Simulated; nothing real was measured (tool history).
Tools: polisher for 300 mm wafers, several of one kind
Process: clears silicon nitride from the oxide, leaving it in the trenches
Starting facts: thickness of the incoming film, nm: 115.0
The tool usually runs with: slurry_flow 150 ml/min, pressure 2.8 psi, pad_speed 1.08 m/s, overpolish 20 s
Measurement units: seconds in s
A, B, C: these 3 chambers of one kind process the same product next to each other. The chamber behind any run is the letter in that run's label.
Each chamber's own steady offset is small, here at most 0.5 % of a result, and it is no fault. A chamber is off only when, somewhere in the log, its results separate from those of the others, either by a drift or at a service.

run,hour,slurry_flow,pressure,pad_speed,overpolish,seconds
1B,8.8,150,2.8,1.08,20,133.02
2C,14.7,150,2.8,1.08,20,135.85
# hour 15.1: chamber A: head pressure recalibrated
3A,20,150,2.8,1.08,20,135.95
4C,24.4,150,2.8,1.08,20,133.73
5B,32.3,150,2.8,1.08,20,137.41
6A,36.6,150,2.8,1.08,20,138.41
7B,43.4,150,2.8,1.08,20,134.51
8C,52,150,2.8,1.08,20,136.41
9A,59.5,150,2.8,1.08,20,135.08
10A,69,150,2.8,1.08,20,135.89
11B,76.7,180,1.9,1.08,20,190.46
12C,85.3,180,1.9,1.08,20,193.15
# hour 87.2: chamber C: worn pad replaced by a new one
13C,94.7,180,1.9,1.08,20,196.05
14A,102.6,150,2.8,1.08,20,137.92
15B,111.7,150,2.8,1.08,20,134.53
# hour 117.8: chamber B: worn pad replaced by a new one
16B,119.7,150,2.8,1.08,20,134.83
17C,127.8,150,2.8,1.08,20,134.65
18A,133.9,150,2.8,1.08,20,137.06
19C,140.8,150,2.8,1.08,20,133.62
20A,146.7,150,2.8,1.08,20,142.5
21B,153.3,150,2.8,1.08,20,135.56
22B,162.4,150,2.8,1.08,20,136.29
23C,169.8,150,2.8,1.08,20,135.16
24A,178.4,150,3.3,1.08,20,119.95
25C,183.4,150,3.3,1.08,20,115.55
26A,190.7,150,3.3,1.08,20,122.22
27B,200.5,150,2.8,1.08,20,136.13
28B,208.3,150,2.8,1.08,20,133.14

All chambers now run identical settings, listed one chamber a line with results as question marks. What results will each chamber show?
29A,215.3,150,2.8,1.08,20,?
29B,215.3,150,2.8,1.08,20,?
29C,215.3,150,2.8,1.08,20,?

run,seconds
29A,145.02
29B,133.54
29C,131.68
